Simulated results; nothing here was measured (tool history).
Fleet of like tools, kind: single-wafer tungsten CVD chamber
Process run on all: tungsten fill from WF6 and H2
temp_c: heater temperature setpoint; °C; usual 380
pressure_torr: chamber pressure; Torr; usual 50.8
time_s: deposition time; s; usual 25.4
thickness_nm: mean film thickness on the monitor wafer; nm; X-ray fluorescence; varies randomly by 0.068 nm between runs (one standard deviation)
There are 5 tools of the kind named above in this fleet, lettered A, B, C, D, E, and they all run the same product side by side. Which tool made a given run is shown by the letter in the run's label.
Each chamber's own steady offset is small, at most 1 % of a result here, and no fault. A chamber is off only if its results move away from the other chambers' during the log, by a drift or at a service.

run    day  temp_c  pressure_torr  time_s  hours since the last thermocouple change  hours since the last manometer calibration  read-back reference wafer on the same gauge, thickness_nm  thickness_nm
 1A  0.388     380           50.8    25.4                                    1884.1                                      1013.2                                                         64        63.447
 2D  0.742     380           50.8    25.4                                       808                                      1669.3                                                     64.036        64.084
 3E  1.062     380           50.8    25.4                                     490.7                                      1912.3                                                     64.015        64.326
 4C  1.262     380           50.8    25.4                                    2605.1                                       245.3                                                     64.026        63.987
 5B  1.554     380           50.8    25.4                                     589.4                                       962.3                                                     64.048        64.479
 6E  1.921     380           50.8    25.4                                     511.3                                      1932.9                                                     64.067         64.27
 7D    2.1     380           39.3    22.7                                     840.6                                      1701.9                                                     64.068        51.171
 8A   2.45     380           39.3    22.7                                    1933.6                                      1062.7                                                     64.066         50.56
 9B  2.658     380           39.3    22.7                                     615.9                                       988.8                                                     64.074        51.268
10C  2.962     380           39.3    22.7                                    2645.9                                       286.1                                                     64.067         51.01
11C  3.325     380           39.3    22.7                                    2654.6                                       294.8                                                       64.1        50.944
12A   3.55     380           57.8    29.4                                      1960                                      1089.1                                                     64.077        77.802
13D  3.767     380           57.8    29.4                                     880.6                                      1741.9                                                       64.1        78.788
14E  4.004     380           57.8    29.4                                     561.3                                      1982.9                                                     64.121        78.814
15B  4.354     380           57.8    29.4                                     656.6                                      1029.5                                                     64.101        79.238
16E  4.654     380           57.8    29.4                                     576.9                                      1998.5                                                     64.134        78.634
17B  4.962     380           50.8    25.4                                     671.2                                      1044.1                                                     64.127        64.601
18D  5.229     380           57.8    25.4                                     915.7                                        1777                                                     64.152        68.019
19A  5.508     380           57.8    25.4                                      2007                                      1136.1                                                      64.15         67.31
20C  5.796     380           57.8    25.4                                    2713.9                                       354.1                                                     64.147        67.977
21C  5.992     380           57.8    25.4                                    2718.6                                       358.8                                                     64.146        67.778
22A  6.308     380           57.8    25.4                                    2026.2                                      1155.3                                                     64.157        67.283
23E  6.583     380           50.8    25.4                                     623.2                                      2044.8                                                     64.174        64.469
     6.854  -- chamber A: capacitance manometer re-zeroed and calibrated
24D  6.954     380           50.8    25.4                                     957.1                                      1818.4                                                     64.209        64.189
25B  7.338     380           50.8    25.4                                     728.2                                      1101.1                                                     64.189        64.578
26C  7.667     380           50.8    25.4                                    2758.8                                         399                                                     64.203        64.195
27D   7.95     380           50.8    25.4                                       981                                      1842.3                                                     64.221        64.331
28A  8.196     380           50.8    25.4                                    2071.5                                        32.3                                                     64.234        63.723
29B  8.504     380           50.8    25.4                                     756.2                                      1129.1                                                     64.234        64.604
30E  8.875     380           50.8    25.4                                     678.2                                      2099.8                                                     64.257        64.563
31B  9.138     380           50.8    25.4                                     771.4                                      1144.3                                                     64.256        64.671
32E  9.467     380           50.8    25.4                                     692.4                                        2114                                                     64.249        64.522
33A  9.704     368           50.8    25.4                                    2107.7                                        68.5                                                     64.248         49.76
34C  9.988     368           50.8    25.4                                    2814.5                                       454.7                                                     64.253        50.277

Read the log: is a single chamber off, either drifting away or since a service, is the gauge that measures every chamber drifting, or is nothing wrong beyond small per-chamber offsets? Name any odd chamber and what most likely caused it.

The shared gauge is drifting. All chambers look as if they move in step, but none is off.
Cause: gauge reads high (%) = 0.439.
